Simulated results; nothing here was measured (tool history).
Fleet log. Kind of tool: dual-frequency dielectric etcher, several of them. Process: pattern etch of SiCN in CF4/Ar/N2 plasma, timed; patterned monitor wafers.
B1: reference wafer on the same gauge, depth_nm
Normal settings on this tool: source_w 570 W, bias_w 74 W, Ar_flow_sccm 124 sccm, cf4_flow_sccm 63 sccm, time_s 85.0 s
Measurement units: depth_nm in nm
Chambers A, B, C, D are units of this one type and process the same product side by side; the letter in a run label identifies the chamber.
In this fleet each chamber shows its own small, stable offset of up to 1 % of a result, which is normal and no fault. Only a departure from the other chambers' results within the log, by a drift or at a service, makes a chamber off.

{"run": "1A", "hour": 10.5, "source_w": 570, "bias_w": 74, "Ar_flow_sccm": 124, "cf4_flow_sccm": 63, "time_s": 85.0, "B1": 97.499, "depth_nm": 85.844}
{"run": "2D", "hour": 21.6, "source_w": 570, "bias_w": 74, "Ar_flow_sccm": 124, "cf4_flow_sccm": 63, "time_s": 85.0, "B1": 97.542, "depth_nm": 86.716}
{"run": "3B", "hour": 30.8, "source_w": 570, "bias_w": 74, "Ar_flow_sccm": 124, "cf4_flow_sccm": 63, "time_s": 85.0, "B1": 97.567, "depth_nm": 85.717}
{"hour": 33.6, "done": "chamber B: CF4 flow controller replaced"}
{"run": "4C", "hour": 38.3, "source_w": 570, "bias_w": 74, "Ar_flow_sccm": 124, "cf4_flow_sccm": 63, "time_s": 85.0, "B1": 97.595, "depth_nm": 86.35}
{"run": "5C", "hour": 45.3, "source_w": 570, "bias_w": 74, "Ar_flow_sccm": 124, "cf4_flow_sccm": 63, "time_s": 85.0, "B1": 97.604, "depth_nm": 86.583}
{"run": "6A", "hour": 52.5, "source_w": 570, "bias_w": 74, "Ar_flow_sccm": 124, "cf4_flow_sccm": 63, "time_s": 85.0, "B1": 97.609, "depth_nm": 85.607}
{"run": "7D", "hour": 59.5, "source_w": 570, "bias_w": 74, "Ar_flow_sccm": 124, "cf4_flow_sccm": 63, "time_s": 85.0, "B1": 97.605, "depth_nm": 86.521}
{"run": "8B", "hour": 67.3, "source_w": 570, "bias_w": 74, "Ar_flow_sccm": 124, "cf4_flow_sccm": 63, "time_s": 85.0, "B1": 97.654, "depth_nm": 85.959}
{"run": "9A", "hour": 78.9, "source_w": 570, "bias_w": 58, "Ar_flow_sccm": 124, "cf4_flow_sccm": 63, "time_s": 67.5, "B1": 97.683, "depth_nm": 62.606}
{"run": "10C", "hour": 86.1, "source_w": 570, "bias_w": 58, "Ar_flow_sccm": 124, "cf4_flow_sccm": 63, "time_s": 67.5, "B1": 97.686, "depth_nm": 63.079}
{"run": "11D", "hour": 92.3, "source_w": 570, "bias_w": 58, "Ar_flow_sccm": 124, "cf4_flow_sccm": 63, "time_s": 67.5, "B1": 97.708, "depth_nm": 63.276}
{"run": "12B", "hour": 102.2, "source_w": 570, "bias_w": 58, "Ar_flow_sccm": 124, "cf4_flow_sccm": 63, "time_s": 67.5, "B1": 97.734, "depth_nm": 62.598}
{"run": "13B", "hour": 111.0, "source_w": 570, "bias_w": 74, "Ar_flow_sccm": 124, "cf4_flow_sccm": 63, "time_s": 85.0, "B1": 97.731, "depth_nm": 85.895}
{"run": "14C", "hour": 119.8, "source_w": 570, "bias_w": 74, "Ar_flow_sccm": 124, "cf4_flow_sccm": 63, "time_s": 85.0, "B1": 97.737, "depth_nm": 86.721}
{"run": "15A", "hour": 125.4, "source_w": 570, "bias_w": 74, "Ar_flow_sccm": 124, "cf4_flow_sccm": 63, "time_s": 85.0, "B1": 97.804, "depth_nm": 85.868}
{"run": "16D", "hour": 137.4, "source_w": 700, "bias_w": 61, "Ar_flow_sccm": 124, "cf4_flow_sccm": 63, "time_s": 85.0, "B1": 97.783, "depth_nm": 96.948}
{"run": "17D", "hour": 147.0, "source_w": 700, "bias_w": 61, "Ar_flow_sccm": 124, "cf4_flow_sccm": 63, "time_s": 85.0, "B1": 97.797, "depth_nm": 97.184}
{"run": "18B", "hour": 159.0, "source_w": 700, "bias_w": 61, "Ar_flow_sccm": 124, "cf4_flow_sccm": 63, "time_s": 85.0, "B1": 97.85, "depth_nm": 95.907}
{"run": "19A", "hour": 169.4, "source_w": 700, "bias_w": 61, "Ar_flow_sccm": 124, "cf4_flow_sccm": 63, "time_s": 85.0, "B1": 97.877, "depth_nm": 96.264}
{"run": "20C", "hour": 179.7, "source_w": 570, "bias_w": 74, "Ar_flow_sccm": 124, "cf4_flow_sccm": 63, "time_s": 85.0, "B1": 97.814, "depth_nm": 86.721}
{"run": "21A", "hour": 190.0, "source_w": 570, "bias_w": 74, "Ar_flow_sccm": 124, "cf4_flow_sccm": 63, "time_s": 85.0, "B1": 97.892, "depth_nm": 86.123}
{"run": "22B", "hour": 199.7, "source_w": 570, "bias_w": 74, "Ar_flow_sccm": 124, "cf4_flow_sccm": 63, "time_s": 85.0, "B1": 97.889, "depth_nm": 86.117}
{"run": "23C", "hour": 207.7, "source_w": 570, "bias_w": 74, "Ar_flow_sccm": 124, "cf4_flow_sccm": 63, "time_s": 63.0, "B1": 97.919, "depth_nm": 64.284}
{"run": "24D", "hour": 217.3, "source_w": 570, "bias_w": 74, "Ar_flow_sccm": 124, "cf4_flow_sccm": 63, "time_s": 63.0, "B1": 97.923, "depth_nm": 64.574}
{"run": "25B", "hour": 227.6, "source_w": 570, "bias_w": 74, "Ar_flow_sccm": 124, "cf4_flow_sccm": 63, "time_s": 63.0, "B1": 97.99, "depth_nm": 63.841}
{"hour": 233.5, "done": "chamber C: wet clean of the chamber"}
{"run": "26D", "hour": 239.4, "source_w": 570, "bias_w": 74, "Ar_flow_sccm": 124, "cf4_flow_sccm": 63, "time_s": 63.0, "B1": 97.979, "depth_nm": 64.441}
{"run": "27C", "hour": 246.8, "source_w": 570, "bias_w": 74, "Ar_flow_sccm": 124, "cf4_flow_sccm": 63, "time_s": 85.0, "B1": 97.981, "depth_nm": 87.074}
{"run": "28A", "hour": 257.6, "source_w": 570, "bias_w": 74, "Ar_flow_sccm": 124, "cf4_flow_sccm": 63, "time_s": 85.0, "B1": 97.995, "depth_nm": 86.007}
{"run": "29B", "hour": 267.8, "source_w": 570, "bias_w": 74, "Ar_flow_sccm": 124, "cf4_flow_sccm": 63, "time_s": 85.0, "B1": 98.006, "depth_nm": 86.033}

Next, all 4 chambers run the settings below, one line each with question marks for the results. What does each chamber give?
{"run": "30A", "hour": 277.0, "source_w": 570, "bias_w": 74, "Ar_flow_sccm": 124, "cf4_flow_sccm": 63, "time_s": 85.0, "depth_nm": "?"}
{"run": "30B", "hour": 277.0, "source_w": 570, "bias_w": 74, "Ar_flow_sccm": 124, "cf4_flow_sccm": 63, "time_s": 85.0, "depth_nm": "?"}
{"run": "30C", "hour": 277.0, "source_w": 570, "bias_w": 74, "Ar_flow_sccm": 124, "cf4_flow_sccm": 63, "time_s": 85.0, "depth_nm": "?"}
{"run": "30D", "hour": 277.0, "source_w": 570, "bias_w": 74, "Ar_flow_sccm": 124, "cf4_flow_sccm": 63, "time_s": 85.0, "depth_nm": "?"}

run=30A depth_nm=86.243
run=30B depth_nm=86.223
run=30C depth_nm=86.862
run=30D depth_nm=87.228
